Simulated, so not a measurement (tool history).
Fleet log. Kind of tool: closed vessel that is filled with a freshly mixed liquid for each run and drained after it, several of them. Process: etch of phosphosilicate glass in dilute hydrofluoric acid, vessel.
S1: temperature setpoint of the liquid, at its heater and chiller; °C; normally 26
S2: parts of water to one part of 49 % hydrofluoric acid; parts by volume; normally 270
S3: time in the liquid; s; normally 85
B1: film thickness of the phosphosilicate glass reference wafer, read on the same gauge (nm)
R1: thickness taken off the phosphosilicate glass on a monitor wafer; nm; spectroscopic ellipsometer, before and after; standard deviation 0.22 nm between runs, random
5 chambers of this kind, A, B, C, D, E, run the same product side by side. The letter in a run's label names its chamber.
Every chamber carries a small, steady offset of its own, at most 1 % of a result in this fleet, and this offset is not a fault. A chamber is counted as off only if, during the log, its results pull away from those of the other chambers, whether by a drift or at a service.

run,hour,S1,S2,S3,B1,R1
1D,8.3,26,270,85,100.03,34.948
2C,19.9,26,270,85,99.98,35.802
3A,28.4,26,270,85,99.993,35.256
4B,35.2,26,270,85,100.01,35.632
5E,45.3,26,270,85,99.982,35.246
6C,54.8,26,270,85,100.03,35.763
7A,63,26,270,85,99.998,35.181
8E,73.7,26,270,85,100,34.784
9B,83,26,270,85,99.965,35.423
# hour 92.4: chamber A: thermometer replaced
10D,94.4,26,270,85,99.983,35.252
# hour 94.7: chamber B: hydrofluoric acid flow meter replaced
11E,106.2,26,270,85,99.977,35.303
12C,116.5,26,270,85,99.988,35.18
13D,125.7,26,270,85,100.02,35.686
14A,131.9,26,370,85,100.05,23.616
15B,143.3,26,370,85,100.01,23.372
16E,152.1,26,370,85,100.03,23.264
17C,163.1,26,370,85,100,23.374
18A,171,26,370,85,100.02,23.518
19D,181.6,26,270,45,100.01,18.694
20B,191.4,26,270,45,100.01,18.842
21D,199.5,26,270,45,99.999,18.705
22E,211.3,26,270,45,99.971,18.635
# hour 219.7: chamber B: thermometer replaced
23C,220,26,270,45,99.98,18.711
24B,227.2,26,270,85,100.03,35.948
25A,236.4,26,270,85,99.972,35.354
26D,245.3,26,270,85,99.975,35.201
27B,255.1,26,270,85,99.995,35.675
28E,265.8,22,270,85,100,29.988
29A,271.9,22,270,85,99.97,30.668
30C,278.5,22,270,85,99.999,31.045
31C,289.3,22,270,85,100.04,31.053
32D,301.1,22,270,85,99.982,30.662
# hour 310: chamber A: hydrofluoric acid flow meter replaced
33A,312.4,26,270,85,100.02,35.55
34B,319,26,270,85,99.989,35.587
35E,326.6,26,270,85,100.01,33.894
36C,336.9,26,270,85,99.996,35.739
37E,347.3,26,270,85,99.984,34.003
38D,355.1,26,270,85,99.99,35.258
39B,360.8,26,270,130,100.01,54.161
40A,367.7,26,270,130,100.02,54.071
41E,379.4,26,270,130,100.02,51.808
42D,389.5,26,270,130,100,54.019

The same settings go to every chamber for the next run, one line per chamber below. Forecast the results for each:
43A,398,26,185,85,,?
43B,398,26,185,85,,?
43C,398,26,185,85,,?
43D,398,26,185,85,,?
43E,398,26,185,85,,?

run,R1
43A,56.15
43B,56.737
43C,56.628
43D,56.411
43E,53.98
